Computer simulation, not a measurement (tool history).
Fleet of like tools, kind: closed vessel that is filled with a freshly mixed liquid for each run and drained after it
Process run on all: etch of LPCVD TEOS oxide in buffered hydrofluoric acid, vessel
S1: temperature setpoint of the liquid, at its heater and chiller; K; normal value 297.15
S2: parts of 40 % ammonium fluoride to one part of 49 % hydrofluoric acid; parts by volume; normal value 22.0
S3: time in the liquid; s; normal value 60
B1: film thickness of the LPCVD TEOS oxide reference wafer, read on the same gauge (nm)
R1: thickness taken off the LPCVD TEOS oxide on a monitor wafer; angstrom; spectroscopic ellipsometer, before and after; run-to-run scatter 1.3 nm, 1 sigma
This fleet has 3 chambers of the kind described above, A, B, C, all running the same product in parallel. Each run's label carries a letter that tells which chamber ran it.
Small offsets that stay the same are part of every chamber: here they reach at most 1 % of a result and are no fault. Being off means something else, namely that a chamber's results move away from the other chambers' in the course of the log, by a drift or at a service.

run 1A hour=12.7 | S1=297.15 S2=22.0 S3=60 | B1=40.020 | R1=1455.2
run 2C hour=20.7 | S1=297.15 S2=22.0 S3=60 | B1=40.006 | R1=1459.2
run 3B hour=29.5 | S1=297.15 S2=22.0 S3=60 | B1=40.013 | R1=1424.1
run 4C hour=45.0 | S1=297.15 S2=22.0 S3=60 | B1=40.003 | R1=1447.1
-- hour=58.6 chamber B: thermometer replaced
run 5A hour=59.0 | S1=297.15 S2=22.0 S3=60 | B1=40.009 | R1=1463.5
run 6B hour=72.5 | S1=297.15 S2=22.0 S3=60 | B1=39.998 | R1=1446.2
run 7A hour=83.7 | S1=297.15 S2=22.0 S3=60 | B1=39.974 | R1=1461.3
run 8C hour=98.0 | S1=297.15 S2=22.0 S3=60 | B1=40.009 | R1=1454.0
run 9B hour=111.7 | S1=297.15 S2=22.0 S3=60 | B1=40.012 | R1=1458.9
run 10B hour=123.4 | S1=297.15 S2=22.0 S3=60 | B1=39.999 | R1=1457.7
run 11A hour=136.4 | S1=297.15 S2=22.0 S3=60 | B1=39.993 | R1=1454.1
run 12C hour=150.8 | S1=297.15 S2=22.0 S3=60 | B1=40.000 | R1=1442.1
run 13B hour=159.0 | S1=297.15 S2=22.0 S3=60 | B1=40.013 | R1=1438.3
run 14C hour=172.1 | S1=297.15 S2=22.0 S3=60 | B1=39.979 | R1=1475.6
run 15A hour=179.4 | S1=297.15 S2=22.0 S3=60 | B1=39.990 | R1=1449.3
run 16C hour=189.3 | S1=297.15 S2=22.0 S3=60 | B1=40.019 | R1=1471.9
run 17B hour=197.8 | S1=297.15 S2=22.0 S3=60 | B1=40.014 | R1=1438.3
run 18A hour=206.0 | S1=297.15 S2=22.0 S3=60 | B1=39.986 | R1=1474.9
run 19B hour=213.8 | S1=297.15 S2=22.0 S3=60 | B1=40.005 | R1=1427.1
run 20A hour=222.6 | S1=297.15 S2=17.0 S3=90 | B1=40.009 | R1=2705.7
run 21C hour=230.8 | S1=297.15 S2=17.0 S3=90 | B1=40.002 | R1=2758.6
run 22C hour=242.3 | S1=297.15 S2=17.0 S3=90 | B1=40.000 | R1=2715.8
run 23B hour=253.3 | S1=297.15 S2=14.5 S3=40 | B1=40.005 | R1=1431.3
run 24A hour=260.6 | S1=297.15 S2=14.5 S3=40 | B1=40.011 | R1=1409.9
run 25A hour=273.7 | S1=297.15 S2=14.5 S3=40 | B1=40.001 | R1=1434.7
run 26C hour=281.5 | S1=297.15 S2=22.0 S3=60 | B1=40.004 | R1=1485.3
run 27B hour=297.1 | S1=297.15 S2=22.0 S3=60 | B1=39.996 | R1=1437.0

Each of the 3 chambers runs these same settings next. Fill in every chamber's results:
run 28A hour=308.5 | S1=297.15 S2=27.0 S3=60 | R1=?
run 28B hour=308.5 | S1=297.15 S2=27.0 S3=60 | R1=?
run 28C hour=308.5 | S1=297.15 S2=27.0 S3=60 | R1=?

run=28A R1=1252.8
run=28B R1=1246.0
run=28C R1=1263.0
